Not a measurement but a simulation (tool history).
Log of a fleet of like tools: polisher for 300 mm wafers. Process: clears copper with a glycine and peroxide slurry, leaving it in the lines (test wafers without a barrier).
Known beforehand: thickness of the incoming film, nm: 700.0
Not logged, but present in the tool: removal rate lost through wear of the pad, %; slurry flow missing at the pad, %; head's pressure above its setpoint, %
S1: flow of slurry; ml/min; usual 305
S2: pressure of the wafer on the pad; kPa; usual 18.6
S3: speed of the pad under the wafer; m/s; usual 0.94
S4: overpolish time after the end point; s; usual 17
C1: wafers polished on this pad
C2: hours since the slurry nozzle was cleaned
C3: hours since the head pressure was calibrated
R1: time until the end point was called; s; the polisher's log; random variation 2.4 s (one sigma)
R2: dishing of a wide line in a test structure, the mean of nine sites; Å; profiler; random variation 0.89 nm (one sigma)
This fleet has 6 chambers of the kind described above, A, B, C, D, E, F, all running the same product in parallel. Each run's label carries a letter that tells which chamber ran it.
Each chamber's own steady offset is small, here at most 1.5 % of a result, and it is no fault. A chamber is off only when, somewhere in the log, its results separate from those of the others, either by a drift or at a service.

At day 0.042: chamber B: head pressure recalibrated.
At day 0.246: chamber F: slurry nozzle cleaned.
Run 1C, day 0.358: usual settings; C1 177; C2 220.1; C3 331.9. Result: R1 146.38 s, R2 520.71 Å.
Run 2D, day 0.700: usual settings; C1 977; C2 549.3; C3 380.0. Result: R1 150.20 s, R2 523.10 Å.
At day 1.033: chamber F: worn pad replaced by a new one.
Run 3B, day 1.192: usual settings; C1 1256; C2 394.2; C3 27.7. Result: R1 150.17 s, R2 510.89 Å.
At day 1.375: chamber D: worn pad replaced by a new one.
At day 1.462: chamber B: worn pad replaced by a new one.
Run 4A, day 1.508: usual settings; C1 881; C2 270.8; C3 407.8. Result: R1 148.06 s, R2 504.36 Å.
At day 1.812: chamber E: worn pad replaced by a new one.
Run 5F, day 1.871: usual settings; C1 193; C2 39.1; C3 430.8. Result: R1 149.11 s, R2 517.41 Å.
Run 6E, day 2.279: usual settings; C1 108; C2 119.5; C3 897.1. Result: R1 148.89 s, R2 519.75 Å.
At day 2.467: chamber A: worn pad replaced by a new one.
Run 7D, day 2.796: usual settings; C1 329; C2 599.6; C3 430.3. Result: R1 151.99 s, R2 527.88 Å.
Run 8E, day 3.367: usual settings; C1 359; C2 145.6; C3 923.2. Result: R1 153.32 s, R2 508.16 Å.
At day 3.512: chamber D: slurry nozzle cleaned.
Run 9F, day 4.025: usual settings; C1 692; C2 90.8; C3 482.5. Result: R1 151.47 s, R2 509.76 Å.
Run 10A, day 4.500: usual settings; C1 471; C2 342.6; C3 479.6. Result: R1 148.02 s, R2 498.50 Å.
Run 11C, day 4.825: usual settings; C1 1210; C2 327.3; C3 439.1. Result: R1 147.04 s, R2 511.61 Å.
At day 4.975: chamber F: worn pad replaced by a new one.
At day 5.150: chamber C: worn pad replaced by a new one.
Run 12B, day 5.408: usual settings; C1 913; C2 495.4; C3 128.9. Result: R1 148.60 s, R2 513.12 Å.
Run 13C, day 5.962: usual settings but S1 370 ml/min, S2 15.2 kPa; C1 188; C2 354.6; C3 466.4. Result: R1 176.58 s, R2 470.94 Å.
At day 6.033: chamber D: worn pad replaced by a new one.
At day 6.083: chamber B: slurry nozzle cleaned.
Run 14B, day 6.542: usual settings but S1 370 ml/min, S2 15.2 kPa; C1 1175; C2 11.0; C3 156.1. Result: R1 175.01 s, R2 466.00 Å.
Run 15E, day 6.862: usual settings but S1 370 ml/min, S2 15.2 kPa; C1 1168; C2 229.5; C3 1007.1. Result: R1 169.82 s, R2 455.09 Å.
At day 6.871: chamber B: worn pad replaced by a new one.
Run 16D, day 7.404: usual settings but S1 370 ml/min, S2 15.2 kPa; C1 317; C2 93.5; C3 540.9. Result: R1 175.35 s, R2 474.84 Å.
At day 7.579: chamber A: worn pad replaced by a new one.
Run 17A, day 7.829: usual settings but S1 370 ml/min, S2 15.2 kPa; C1 58; C2 422.5; C3 559.5. Result: R1 173.12 s, R2 445.84 Å.
At day 8.133: chamber E: worn pad replaced by a new one.
At day 8.388: chamber D: head pressure recalibrated.
Run 18F, day 8.446: usual settings but S1 370 ml/min, S2 15.2 kPa; C1 803; C2 196.9; C3 588.6. Result: R1 175.98 s, R2 456.19 Å.
Run 19D, day 8.975: usual settings; C1 680; C2 131.2; C3 14.2. Result: R1 152.75 s, R2 510.12 Å.
At day 8.988: chamber F: worn pad replaced by a new one.
Run 20A, day 9.446: usual settings; C1 432; C2 461.3; C3 598.3. Result: R1 151.20 s, R2 518.59 Å.
Run 21B, day 9.975: usual settings; C1 718; C2 93.4; C3 238.5. Result: R1 147.58 s, R2 520.55 Å.
Run 22C, day 10.479: usual settings; C1 1232; C2 463.0; C3 574.8. Result: R1 146.45 s, R2 511.07 Å.
At day 10.621: chamber C: worn pad replaced by a new one.
Run 23F, day 10.792: usual settings; C1 418; C2 253.2; C3 644.9. Result: R1 154.36 s, R2 514.07 Å.
At day 10.950: chamber D: worn pad replaced by a new one.
Run 24E, day 11.296: usual settings; C1 732; C2 335.9; C3 1113.5. Result: R1 146.41 s, R2 512.83 Å.
At day 11.896: chamber B: worn pad replaced by a new one.
Run 25B, day 11.912: usual settings; C1 4; C2 139.9; C3 285.0. Result: R1 150.59 s, R2 520.35 Å.
At day 12.362: chamber F: worn pad replaced by a new one.
Run 26D, day 12.412: usual settings; C1 338; C2 213.7; C3 96.7. Result: R1 148.43 s, R2 524.42 Å.
Run 27F, day 12.908: usual settings; C1 126; C2 304.0; C3 695.7. Result: R1 145.26 s, R2 518.50 Å.
Run 28A, day 13.467: usual settings; C1 1362; C2 557.8; C3 694.8. Result: R1 146.42 s, R2 511.49 Å.
At day 13.492: chamber A: slurry nozzle cleaned.
At day 13.533: chamber A: worn pad replaced by a new one.
Run 29C, day 13.762: usual settings; C1 727; C2 541.8; C3 653.6. Result: R1 147.88 s, R2 506.29 Å.
At day 13.992: chamber E: worn pad replaced by a new one.
Run 30E, day 14.088: usual settings; C1 22; C2 402.9; C3 1180.5. Result: R1 149.65 s, R2 516.11 Å.
At day 14.429: chamber F: slurry nozzle cleaned.
Run 31A, day 14.671: usual settings; C1 263; C2 28.4; C3 723.7. Result: R1 148.16 s, R2 511.15 Å.
Run 32F, day 15.333: usual settings; C1 687; C2 21.7; C3 753.9. Result: R1 147.13 s, R2 524.81 Å.
Run 33C, day 15.717: usual settings but S2 13.1 kPa, S3 1.06 m/s; C1 1179; C2 588.7; C3 700.5. Result: R1 178.23 s, R2 439.49 Å.
Run 34B, day 16.038: usual settings but S2 13.1 kPa, S3 1.06 m/s; C1 958; C2 238.9; C3 384.0. Result: R1 175.03 s, R2 436.60 Å.
At day 16.133: chamber D: worn pad replaced by a new one.
Run 35E, day 16.438: usual settings but S2 13.1 kPa, S3 1.06 m/s; C1 566; C2 459.3; C3 1236.9. Result: R1 176.36 s, R2 437.40 Å.
Run 36D, day 16.867: usual settings but S2 13.1 kPa, S3 1.06 m/s; C1 169; C2 320.6; C3 203.6. Result: R1 181.90 s, R2 446.97 Å.
Run 37D, day 17.200: usual settings but S2 13.1 kPa, S3 1.06 m/s; C1 246; C2 328.6; C3 211.6. Result: R1 182.03 s, R2 439.70 Å.
At day 17.562: chamber B: worn pad replaced by a new one.
Run 38B, day 17.850: usual settings but S2 13.1 kPa, S3 1.06 m/s; C1 67; C2 282.4; C3 427.5. Result: R1 182.23 s, R2 441.16 Å.

Is one chamber off against the others, does the gauge drift, or is nothing wrong? If a chamber is off, say which, and what the likeliest cause is.

No chamber is off and the gauge is stable; the differences are just each chamber's small, constant offset.
